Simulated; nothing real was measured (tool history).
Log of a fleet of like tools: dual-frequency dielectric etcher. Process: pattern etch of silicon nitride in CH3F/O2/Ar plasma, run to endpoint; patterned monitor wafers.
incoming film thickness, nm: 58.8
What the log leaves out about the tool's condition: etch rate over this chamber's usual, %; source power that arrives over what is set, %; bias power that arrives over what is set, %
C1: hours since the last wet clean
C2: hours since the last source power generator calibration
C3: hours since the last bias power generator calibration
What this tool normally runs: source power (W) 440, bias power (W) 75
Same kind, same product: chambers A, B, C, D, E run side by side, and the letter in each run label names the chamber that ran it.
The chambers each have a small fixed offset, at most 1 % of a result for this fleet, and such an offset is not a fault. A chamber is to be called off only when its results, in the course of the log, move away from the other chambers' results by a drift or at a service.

{"run": "1A", "hour": 4.2, "source power (W)": 440, "bias power (W)": 75, "C1": 45.3, "C2": 1320.8, "C3": 4232.3, "endpoint time (s)": 79.792}
{"run": "2D", "hour": 7.8, "source power (W)": 440, "bias power (W)": 75, "C1": 217.5, "C2": 1264.8, "C3": 316.7, "endpoint time (s)": 81.397}
{"run": "3C", "hour": 11.2, "source power (W)": 440, "bias power (W)": 75, "C1": 532.6, "C2": 4938.6, "C3": 1796, "endpoint time (s)": 80.298}
{"run": "4B", "hour": 15.0, "source power (W)": 440, "bias power (W)": 75, "C1": 397.1, "C2": 152.7, "C3": 709.2, "endpoint time (s)": 80.699}
{"run": "5E", "hour": 17.7, "source power (W)": 440, "bias power (W)": 62, "C1": 279.1, "C2": 2823, "C3": 97, "endpoint time (s)": 85.769}
{"run": "6A", "hour": 21.3, "source power (W)": 440, "bias power (W)": 62, "C1": 62.4, "C2": 1337.9, "C3": 4249.4, "endpoint time (s)": 85.435}
{"run": "7B", "hour": 23.4, "source power (W)": 440, "bias power (W)": 62, "C1": 405.5, "C2": 161.1, "C3": 717.6, "endpoint time (s)": 85.824}
{"hour": 26.4, "done": "chamber C: wet clean of the chamber"}
{"run": "8D", "hour": 27.1, "source power (W)": 440, "bias power (W)": 62, "C1": 236.8, "C2": 1284.1, "C3": 336, "endpoint time (s)": 86.949}
{"run": "9E", "hour": 29.1, "source power (W)": 440, "bias power (W)": 62, "C1": 290.5, "C2": 2834.4, "C3": 108.4, "endpoint time (s)": 85.922}
{"run": "10C", "hour": 31.6, "source power (W)": 440, "bias power (W)": 75, "C1": 5.2, "C2": 4959, "C3": 1816.4, "endpoint time (s)": 79.594}
{"run": "11C", "hour": 34.1, "source power (W)": 440, "bias power (W)": 75, "C1": 7.7, "C2": 4961.5, "C3": 1818.9, "endpoint time (s)": 80.571}
{"run": "12E", "hour": 36.3, "source power (W)": 440, "bias power (W)": 75, "C1": 297.7, "C2": 2841.6, "C3": 115.6, "endpoint time (s)": 80.151}
{"run": "13A", "hour": 39.2, "source power (W)": 440, "bias power (W)": 75, "C1": 80.3, "C2": 1355.8, "C3": 4267.3, "endpoint time (s)": 80.327}
{"run": "14B", "hour": 43.5, "source power (W)": 440, "bias power (W)": 75, "C1": 425.6, "C2": 181.2, "C3": 737.7, "endpoint time (s)": 80.827}
{"run": "15D", "hour": 47.3, "source power (W)": 440, "bias power (W)": 75, "C1": 257, "C2": 1304.3, "C3": 356.2, "endpoint time (s)": 80.886}
{"run": "16C", "hour": 50.8, "source power (W)": 440, "bias power (W)": 75, "C1": 24.4, "C2": 4978.2, "C3": 1835.6, "endpoint time (s)": 80.784}
{"run": "17D", "hour": 54.4, "source power (W)": 440, "bias power (W)": 75, "C1": 264.1, "C2": 1311.4, "C3": 363.3, "endpoint time (s)": 81.395}
{"run": "18B", "hour": 56.7, "source power (W)": 440, "bias power (W)": 75, "C1": 438.8, "C2": 194.4, "C3": 750.9, "endpoint time (s)": 80.197}
{"run": "19A", "hour": 59.9, "source power (W)": 440, "bias power (W)": 75, "C1": 101, "C2": 1376.5, "C3": 4288, "endpoint time (s)": 80.164}
{"run": "20E", "hour": 62.1, "source power (W)": 440, "bias power (W)": 75, "C1": 323.5, "C2": 2867.4, "C3": 141.4, "endpoint time (s)": 80.525}
{"run": "21A", "hour": 64.5, "source power (W)": 440, "bias power (W)": 75, "C1": 105.6, "C2": 1381.1, "C3": 4292.6, "endpoint time (s)": 80.832}
{"run": "22E", "hour": 67.6, "source power (W)": 530, "bias power (W)": 75, "C1": 329, "C2": 2872.9, "C3": 146.9, "endpoint time (s)": 74.973}
{"run": "23C", "hour": 70.5, "source power (W)": 530, "bias power (W)": 75, "C1": 44.1, "C2": 4997.9, "C3": 1855.3, "endpoint time (s)": 74.822}
{"run": "24D", "hour": 73.5, "source power (W)": 530, "bias power (W)": 75, "C1": 283.2, "C2": 1330.5, "C3": 382.4, "endpoint time (s)": 76.227}
{"run": "25B", "hour": 77.3, "source power (W)": 530, "bias power (W)": 75, "C1": 459.4, "C2": 215, "C3": 771.5, "endpoint time (s)": 75.009}
{"run": "26D", "hour": 80.5, "source power (W)": 530, "bias power (W)": 75, "C1": 290.2, "C2": 1337.5, "C3": 389.4, "endpoint time (s)": 75.416}
{"run": "27E", "hour": 82.9, "source power (W)": 440, "bias power (W)": 75, "C1": 344.3, "C2": 2888.2, "C3": 162.2, "endpoint time (s)": 80.389}
{"run": "28B", "hour": 85.4, "source power (W)": 440, "bias power (W)": 75, "C1": 467.5, "C2": 223.1, "C3": 779.6, "endpoint time (s)": 80.927}
{"run": "29A", "hour": 88.3, "source power (W)": 440, "bias power (W)": 75, "C1": 129.4, "C2": 1404.9, "C3": 4316.4, "endpoint time (s)": 80.011}
{"run": "30C", "hour": 90.7, "source power (W)": 440, "bias power (W)": 75, "C1": 64.3, "C2": 5018.1, "C3": 1875.5, "endpoint time (s)": 79.791}
{"run": "31E", "hour": 95.0, "source power (W)": 440, "bias power (W)": 75, "C1": 356.4, "C2": 2900.3, "C3": 174.3, "endpoint time (s)": 79.952}
{"run": "32C", "hour": 97.3, "source power (W)": 440, "bias power (W)": 75, "C1": 70.9, "C2": 5024.7, "C3": 1882.1, "endpoint time (s)": 79.884}
{"run": "33B", "hour": 100.2, "source power (W)": 440, "bias power (W)": 75, "C1": 482.3, "C2": 237.9, "C3": 794.4, "endpoint time (s)": 80.113}
{"run": "34D", "hour": 102.3, "source power (W)": 440, "bias power (W)": 75, "C1": 312, "C2": 1359.3, "C3": 411.2, "endpoint time (s)": 80.842}
{"run": "35A", "hour": 104.3, "source power (W)": 440, "bias power (W)": 75, "C1": 145.4, "C2": 1420.9, "C3": 4332.4, "endpoint time (s)": 80.288}
{"run": "36B", "hour": 106.8, "source power (W)": 440, "bias power (W)": 75, "C1": 488.9, "C2": 244.5, "C3": 801, "endpoint time (s)": 80.429}
{"run": "37C", "hour": 108.8, "source power (W)": 440, "bias power (W)": 75, "C1": 82.4, "C2": 5036.2, "C3": 1893.6, "endpoint time (s)": 80.045}
{"run": "38D", "hour": 112.4, "source power (W)": 440, "bias power (W)": 75, "C1": 322.1, "C2": 1369.4, "C3": 421.3, "endpoint time (s)": 81.337}

Next, every chamber runs the same settings. What will each give?
{"run": "39A", "hour": 115.5, "source power (W)": 510, "bias power (W)": 75, "endpoint time (s)": "?"}
{"run": "39B", "hour": 115.5, "source power (W)": 510, "bias power (W)": 75, "endpoint time (s)": "?"}
{"run": "39C", "hour": 115.5, "source power (W)": 510, "bias power (W)": 75, "endpoint time (s)": "?"}
{"run": "39D", "hour": 115.5, "source power (W)": 510, "bias power (W)": 75, "endpoint time (s)": "?"}
{"run": "39E", "hour": 115.5, "source power (W)": 510, "bias power (W)": 75, "endpoint time (s)": "?"}

run=39A endpoint_time_(s)=75.843
run=39B endpoint_time_(s)=75.707
run=39C endpoint_time_(s)=75.921
run=39D endpoint_time_(s)=77.034
run=39E endpoint_time_(s)=76.006

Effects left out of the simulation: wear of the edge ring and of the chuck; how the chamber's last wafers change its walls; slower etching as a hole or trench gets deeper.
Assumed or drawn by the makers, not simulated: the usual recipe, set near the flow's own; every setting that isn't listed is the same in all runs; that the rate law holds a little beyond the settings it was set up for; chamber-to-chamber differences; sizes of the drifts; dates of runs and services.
